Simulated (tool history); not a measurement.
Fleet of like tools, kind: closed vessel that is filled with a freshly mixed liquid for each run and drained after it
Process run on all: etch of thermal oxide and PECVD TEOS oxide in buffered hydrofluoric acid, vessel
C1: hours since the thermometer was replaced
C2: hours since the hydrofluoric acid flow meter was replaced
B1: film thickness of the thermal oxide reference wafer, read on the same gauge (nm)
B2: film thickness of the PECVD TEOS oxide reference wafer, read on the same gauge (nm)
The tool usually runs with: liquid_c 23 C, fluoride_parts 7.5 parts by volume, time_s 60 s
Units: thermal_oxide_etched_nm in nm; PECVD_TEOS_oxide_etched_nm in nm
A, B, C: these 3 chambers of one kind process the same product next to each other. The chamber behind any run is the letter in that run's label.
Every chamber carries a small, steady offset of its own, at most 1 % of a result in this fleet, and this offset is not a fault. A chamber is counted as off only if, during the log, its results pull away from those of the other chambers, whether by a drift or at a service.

run 1C hour=6 | liquid_c=23 fluoride_parts=7.5 time_s=60 | C1=213.4 C2=1401.2 | B1=50.036 B2=60.004 | thermal_oxide_etched_nm=87.445 PECVD_TEOS_oxide_etched_nm=118.56
-- hour=9.8 chamber B: thermometer replaced
run 2B hour=16.2 | liquid_c=23 fluoride_parts=7.5 time_s=60 | C1=6.4 C2=1986.2 | B1=50.003 B2=59.996 | thermal_oxide_etched_nm=86.909 PECVD_TEOS_oxide_etched_nm=119.72
run 3A hour=25.3 | liquid_c=23 fluoride_parts=7.5 time_s=60 | C1=738.8 C2=105.7 | B1=49.987 B2=60.02 | thermal_oxide_etched_nm=86.854 PECVD_TEOS_oxide_etched_nm=118.3
run 4C hour=31.1 | liquid_c=23 fluoride_parts=7.5 time_s=60 | C1=238.5 C2=1426.3 | B1=50.003 B2=59.964 | thermal_oxide_etched_nm=88.342 PECVD_TEOS_oxide_etched_nm=116.34
run 5A hour=37.2 | liquid_c=23 fluoride_parts=7.5 time_s=60 | C1=750.7 C2=117.6 | B1=49.954 B2=59.972 | thermal_oxide_etched_nm=87.06 PECVD_TEOS_oxide_etched_nm=117.75
run 6B hour=44.2 | liquid_c=23 fluoride_parts=7.5 time_s=60 | C1=34.4 C2=2014.2 | B1=50.017 B2=59.981 | thermal_oxide_etched_nm=87.526 PECVD_TEOS_oxide_etched_nm=117.68
run 7B hour=54.7 | liquid_c=23 fluoride_parts=7.5 time_s=60 | C1=44.9 C2=2024.7 | B1=49.965 B2=59.989 | thermal_oxide_etched_nm=86.05 PECVD_TEOS_oxide_etched_nm=118.97
run 8A hour=64 | liquid_c=23 fluoride_parts=7.5 time_s=60 | C1=777.5 C2=144.4 | B1=50.007 B2=60.016 | thermal_oxide_etched_nm=87.4 PECVD_TEOS_oxide_etched_nm=116.42
run 9C hour=72.6 | liquid_c=23 fluoride_parts=7.5 time_s=60 | C1=280 C2=1467.8 | B1=50.016 B2=59.988 | thermal_oxide_etched_nm=87.39 PECVD_TEOS_oxide_etched_nm=119.88
run 10B hour=77.9 | liquid_c=20 fluoride_parts=7.5 time_s=40 | C1=68.1 C2=2047.9 | B1=50.006 B2=59.995 | thermal_oxide_etched_nm=48.864 PECVD_TEOS_oxide_etched_nm=67.425
run 11C hour=83.8 | liquid_c=20 fluoride_parts=7.5 time_s=40 | C1=291.2 C2=1479 | B1=50.005 B2=59.999 | thermal_oxide_etched_nm=49.51 PECVD_TEOS_oxide_etched_nm=67.007
run 12A hour=94 | liquid_c=20 fluoride_parts=7.5 time_s=40 | C1=807.5 C2=174.4 | B1=49.976 B2=59.995 | thermal_oxide_etched_nm=48.633 PECVD_TEOS_oxide_etched_nm=65.136
run 13C hour=104.5 | liquid_c=23 fluoride_parts=7.5 time_s=60 | C1=311.9 C2=1499.7 | B1=49.99 B2=60.016 | thermal_oxide_etched_nm=87.625 PECVD_TEOS_oxide_etched_nm=119.18
run 14A hour=110.4 | liquid_c=23 fluoride_parts=10 time_s=45 | C1=823.9 C2=190.8 | B1=49.994 B2=59.984 | thermal_oxide_etched_nm=49.883 PECVD_TEOS_oxide_etched_nm=67.219
run 15B hour=116.8 | liquid_c=23 fluoride_parts=10 time_s=45 | C1=107 C2=2086.8 | B1=49.97 B2=59.97 | thermal_oxide_etched_nm=50.595 PECVD_TEOS_oxide_etched_nm=68.891
run 16B hour=127.8 | liquid_c=23 fluoride_parts=10 time_s=45 | C1=118 C2=2097.8 | B1=50.027 B2=59.998 | thermal_oxide_etched_nm=50.435 PECVD_TEOS_oxide_etched_nm=68.762
run 17A hour=134 | liquid_c=23 fluoride_parts=7.5 time_s=60 | C1=847.5 C2=214.4 | B1=49.981 B2=59.974 | thermal_oxide_etched_nm=87.24 PECVD_TEOS_oxide_etched_nm=120.06
run 18C hour=142.1 | liquid_c=23 fluoride_parts=7.5 time_s=60 | C1=349.5 C2=1537.3 | B1=49.986 B2=60.024 | thermal_oxide_etched_nm=87.822 PECVD_TEOS_oxide_etched_nm=116.97
run 19A hour=150.2 | liquid_c=23 fluoride_parts=7.5 time_s=60 | C1=863.7 C2=230.6 | B1=49.986 B2=60.009 | thermal_oxide_etched_nm=86.476 PECVD_TEOS_oxide_etched_nm=116.24
run 20C hour=158.9 | liquid_c=23 fluoride_parts=7.5 time_s=60 | C1=366.3 C2=1554.1 | B1=49.975 B2=59.994 | thermal_oxide_etched_nm=88.451 PECVD_TEOS_oxide_etched_nm=117.93
run 21B hour=166.6 | liquid_c=23 fluoride_parts=7.5 time_s=60 | C1=156.8 C2=2136.6 | B1=49.979 B2=59.997 | thermal_oxide_etched_nm=86.848 PECVD_TEOS_oxide_etched_nm=118.09
run 22C hour=175.5 | liquid_c=23 fluoride_parts=7.5 time_s=60 | C1=382.9 C2=1570.7 | B1=49.991 B2=59.997 | thermal_oxide_etched_nm=86.976 PECVD_TEOS_oxide_etched_nm=117.19
run 23A hour=182.6 | liquid_c=23 fluoride_parts=7.5 time_s=60 | C1=896.1 C2=263 | B1=50.01 B2=60.013 | thermal_oxide_etched_nm=86.593 PECVD_TEOS_oxide_etched_nm=116.48
run 24B hour=189.5 | liquid_c=23 fluoride_parts=7.5 time_s=60 | C1=179.7 C2=2159.5 | B1=49.986 B2=59.991 | thermal_oxide_etched_nm=87.063 PECVD_TEOS_oxide_etched_nm=120.71
run 25C hour=199.3 | liquid_c=23 fluoride_parts=7.5 time_s=60 | C1=406.7 C2=1594.5 | B1=50.02 B2=60.02 | thermal_oxide_etched_nm=86.893 PECVD_TEOS_oxide_etched_nm=118.05
run 26B hour=206.1 | liquid_c=23 fluoride_parts=7.5 time_s=60 | C1=196.3 C2=2176.1 | B1=49.992 B2=60.012 | thermal_oxide_etched_nm=86.756 PECVD_TEOS_oxide_etched_nm=118.52
run 27A hour=213.9 | liquid_c=20 fluoride_parts=7.5 time_s=85 | C1=927.4 C2=294.3 | B1=50.04 B2=60.003 | thermal_oxide_etched_nm=103.65 PECVD_TEOS_oxide_etched_nm=142.64
run 28A hour=223.6 | liquid_c=20 fluoride_parts=7.5 time_s=85 | C1=937.1 C2=304 | B1=49.985 B2=59.966 | thermal_oxide_etched_nm=104.24 PECVD_TEOS_oxide_etched_nm=143.13
run 29B hour=230.2 | liquid_c=20 fluoride_parts=7.5 time_s=85 | C1=220.4 C2=2200.2 | B1=49.973 B2=60.004 | thermal_oxide_etched_nm=104.81 PECVD_TEOS_oxide_etched_nm=143.07
run 30C hour=237.5 | liquid_c=23 fluoride_parts=7.5 time_s=60 | C1=444.9 C2=1632.7 | B1=50.004 B2=60.003 | thermal_oxide_etched_nm=87.47 PECVD_TEOS_oxide_etched_nm=118.59
run 31C hour=245 | liquid_c=23 fluoride_parts=7.5 time_s=60 | C1=452.4 C2=1640.2 | B1=49.992 B2=59.996 | thermal_oxide_etched_nm=87.469 PECVD_TEOS_oxide_etched_nm=118.8
run 32B hour=252.5 | liquid_c=23 fluoride_parts=7.5 time_s=60 | C1=242.7 C2=2222.5 | B1=49.977 B2=60.005 | thermal_oxide_etched_nm=85.818 PECVD_TEOS_oxide_etched_nm=119.6
run 33A hour=260 | liquid_c=23 fluoride_parts=7.5 time_s=60 | C1=973.5 C2=340.4 | B1=50.005 B2=60.006 | thermal_oxide_etched_nm=86.597 PECVD_TEOS_oxide_etched_nm=118.96
run 34C hour=265.1 | liquid_c=23 fluoride_parts=7.5 time_s=60 | C1=472.5 C2=1660.3 | B1=50.021 B2=59.985 | thermal_oxide_etched_nm=87.66 PECVD_TEOS_oxide_etched_nm=116.58
run 35B hour=271 | liquid_c=23 fluoride_parts=7.5 time_s=60 | C1=261.2 C2=2241 | B1=50.001 B2=60.007 | thermal_oxide_etched_nm=86.394 PECVD_TEOS_oxide_etched_nm=118.86
run 36A hour=279 | liquid_c=23 fluoride_parts=7.5 time_s=60 | C1=992.5 C2=359.4 | B1=50.014 B2=60.009 | thermal_oxide_etched_nm=86.967 PECVD_TEOS_oxide_etched_nm=118.07
run 37B hour=289.1 | liquid_c=23 fluoride_parts=7.5 time_s=60 | C1=279.3 C2=2259.1 | B1=49.986 B2=59.984 | thermal_oxide_etched_nm=86.245 PECVD_TEOS_oxide_etched_nm=119.02
run 38C hour=299.2 | liquid_c=23 fluoride_parts=7.5 time_s=60 | C1=506.6 C2=1694.4 | B1=50.004 B2=59.977 | thermal_oxide_etched_nm=88.1 PECVD_TEOS_oxide_etched_nm=118.34
run 39A hour=305.4 | liquid_c=23 fluoride_parts=7.5 time_s=60 | C1=1018.9 C2=385.8 | B1=50.025 B2=60.009 | thermal_oxide_etched_nm=87.21 PECVD_TEOS_oxide_etched_nm=118.09
run 40A hour=313.3 | liquid_c=23 fluoride_parts=7.5 time_s=90 | C1=1026.8 C2=393.7 | B1=50.025 B2=59.983 | thermal_oxide_etched_nm=131.06 PECVD_TEOS_oxide_etched_nm=173.14
run 41B hour=322 | liquid_c=23 fluoride_parts=7.5 time_s=90 | C1=312.2 C2=2292 | B1=49.949 B2=60.015 | thermal_oxide_etched_nm=130.42 PECVD_TEOS_oxide_etched_nm=181.14

All 3 chambers run these settings next. Forecast each chamber's results:
run 42A hour=330 | liquid_c=23 fluoride_parts=7.5 time_s=50 | thermal_oxide_etched_nm=? PECVD_TEOS_oxide_etched_nm=?
run 42B hour=330 | liquid_c=23 fluoride_parts=7.5 time_s=50 | thermal_oxide_etched_nm=? PECVD_TEOS_oxide_etched_nm=?
run 42C hour=330 | liquid_c=23 fluoride_parts=7.5 time_s=50 | thermal_oxide_etched_nm=? PECVD_TEOS_oxide_etched_nm=?

run=42A thermal_oxide_etched_nm=72.617 PECVD_TEOS_oxide_etched_nm=95.665
run=42B thermal_oxide_etched_nm=72.433 PECVD_TEOS_oxide_etched_nm=99.027
run=42C thermal_oxide_etched_nm=72.663 PECVD_TEOS_oxide_etched_nm=98.173
